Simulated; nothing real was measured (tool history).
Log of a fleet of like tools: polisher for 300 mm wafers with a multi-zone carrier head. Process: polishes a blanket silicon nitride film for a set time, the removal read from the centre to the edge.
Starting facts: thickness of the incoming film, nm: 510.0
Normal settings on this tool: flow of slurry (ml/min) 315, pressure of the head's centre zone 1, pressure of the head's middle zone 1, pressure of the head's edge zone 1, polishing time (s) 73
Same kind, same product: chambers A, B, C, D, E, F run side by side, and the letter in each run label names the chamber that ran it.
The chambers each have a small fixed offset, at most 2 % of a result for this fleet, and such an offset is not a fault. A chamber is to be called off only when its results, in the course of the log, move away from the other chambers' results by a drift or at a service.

run   hour  flow of slurry (ml/min)  pressure of the head's centre zone  pressure of the head's middle zone  pressure of the head's edge zone  polishing time (s)  film removed at the wafer's centre (Å)  film removed at mid-radius (Å)  film removed at the wafer's edge (Å)
 1D    2.4                      315                                   1                                   1                                 1                  73                                  2128.4                          2099.4                                2095.3
 2B    7.6                      315                                   1                                   1                                 1                  73                                  2101.2                          2105.5                                2101.6
 3A   12.4                      315                                   1                                   1                                 1                  73                                  2117.5                          2128.1                                2058.4
 4F   17.9                      315                                   1                                   1                                 1                  73                                  2078.1                          2079.8                                2065.8
 5C   20.9                      315                                   1                                   1                                 1                  73                                  2122.5                          2143.1                                2172.3
 6E   23.3                      315                                   1                                   1                                 1                  73                                    2113                            2116                                2094.5
      24.8  -- chamber C: slurry nozzle cleaned
 7B     26                      315                                   1                                   1                                 1                  73                                  2105.2                          2079.1                                2062.7
      27.7  -- chamber F: worn pad replaced by a new one
 8A   29.7                      315                                   1                                   1                                 1                  73                                  2106.5                          2188.5                                  2114
      30.3  -- chamber B: edge zone pressure recalibrated
 9D   34.9                      315                                   1                                   1                                 1                  73                                  2098.7                            2126                                2056.4
      36.3  -- chamber B: worn pad replaced by a new one
10C   37.5                      315                                   1                                   1                                 1                  73                                  2090.9                          2051.6                                  2102
11F     40                      350                                   1                                   1                                 1                  73                                  2075.8                          2044.6                                2089.4
      43.2  -- chamber A: worn pad replaced by a new one
12E   45.1                      350                                   1                                   1                                 1                  73                                  2140.1                          2139.6                                2167.7
      48.9  -- chamber E: worn pad replaced by a new one
13D   50.5                      350                                   1                                   1                                 1                  73                                  2181.7                          2093.2                                2134.8
14C   54.4                      350                                   1                                   1                                 1                  73                                  2191.2                          2148.2                                2108.5
15F   58.5                      350                                   1                                   1                                 1                  73                                  2066.2                          2053.5                                2124.6
16A   63.4                      350                                   1                                   1                                 1                  73                                  2060.8                          2173.2                                2169.3
      67.1  -- chamber C: worn pad replaced by a new one
17E   68.3                      315                                1.09                                   1                              1.12                  73                                  2344.2                          2110.6                                  2230
18B   73.6                      315                                1.09                                   1                              1.12                  73                                  2308.5                          2057.6                                  2198
      76.3  -- chamber D: worn pad replaced by a new one
19D     77                      315                                1.09                                   1                              1.12                  73                                  2317.8                          2067.1                                2219.4
      78.9  -- chamber F: worn pad replaced by a new one
20E   81.6                      315                                1.09                                   1                              1.12                  73                                  2387.5                          2187.8                                2284.7
21F   84.8                      315                                1.09                                   1                              1.12                  73                                  2257.1                          2070.6                                2173.6
22A   89.4                      315                                1.09                                   1                              1.12                  73                                  2265.4                          2079.2                                2215.5
      89.5  -- chamber A: worn pad replaced by a new one
23B   94.8                      315                                   1                                   1                                 1                  73                                  2060.1                          2161.5                                2038.3
24C   99.1                      315                                   1                                   1                                 1                  73                                  2065.2                          2157.7                                2153.7
25D  101.4                      315                                   1                                   1                                 1                  73                                  2083.6                          2123.9                                2093.6
     102.6  -- chamber B: worn pad replaced by a new one
26E  104.6                      315                                   1                                   1                                 1                  73                                  2130.5                          2170.3                                2141.9
27B  108.7                      255                                   1                                   1                              1.11                  73                                  2053.1                          2047.4                                2199.5
28F  111.7                      255                                   1                                   1                              1.11                  73                                  1956.2                          2042.6                                2094.8
29A  115.5                      255                                   1                                   1                              1.11                  73                                  2041.5                          2069.3                                2161.9
30C  120.9                      255                                   1                                   1                              1.11                  73                                  2054.7                          2002.6                                2188.9
     121.8  -- chamber E: worn pad replaced by a new one
31A  125.5                      255                                   1                                   1                              1.11                  73                                    2088                          2067.9                                  2236
32E  128.4                      255                                   1                                   1                              1.11                  73                                    2069                          2064.6                                2170.7
33C  131.5                      315                                   1                                   1                                 1                  73                                  2080.1                            2136                                2101.9
     132.5  -- chamber F: worn pad replaced by a new one
34F  134.3                      315                                   1                                   1                                 1                  73                                  1978.9                          2090.9                                2094.5
35D  137.4                      315                                   1                                   1                                 1                  73                                  2137.1                          2089.6                                2036.9
36B  140.2                      315                                   1                                   1                                 1                  73                                  2106.9                          2108.5                                2070.1
     140.9  -- chamber A: worn pad replaced by a new one
37C  143.3                      315                                0.96                                   1                                 1                  97                                  2652.7                          2694.4                                  2754
38D  145.8                      315                                0.96                                   1                                 1                  97                                  2725.1                            2768                                2767.8
39B  149.6                      315                                0.96                                   1                                 1                  97                                  2737.3                          2777.6                                2744.8
40A  152.2                      315                                0.96                                   1                                 1                  97                                  2617.7                            2797                                2818.9

Each of the 6 chambers runs these same settings next. Fill in every chamber's results:
41A  156.1                      315                                   1                                   1                                 1                  58                                       ?                               ?                                     ?
41B  156.1                      315                                   1                                   1                                 1                  58                                       ?                               ?                                     ?
41C  156.1                      315                                   1                                   1                                 1                  58                                       ?                               ?                                     ?
41D  156.1                      315                                   1                                   1                                 1                  58                                       ?                               ?                                     ?
41E  156.1                      315                                   1                                   1                                 1                  58                                       ?                               ?                                     ?
41F  156.1                      315                                   1                                   1                                 1                  58                                       ?                               ?                                     ?

run  film removed at the wafer's centre (Å)  film removed at mid-radius (Å)  film removed at the wafer's edge (Å)
41A                                  1661.7                          1681.2                                1710.6
41B                                  1677.2                          1628.2                                1622.4
41C                                  1665.4                          1676.2                                  1730
41D                                    1686                          1639.5                                1670.4
41E                                  1664.1                          1716.5                                1676.3
41F                                    1506                          1678.4                                1666.3
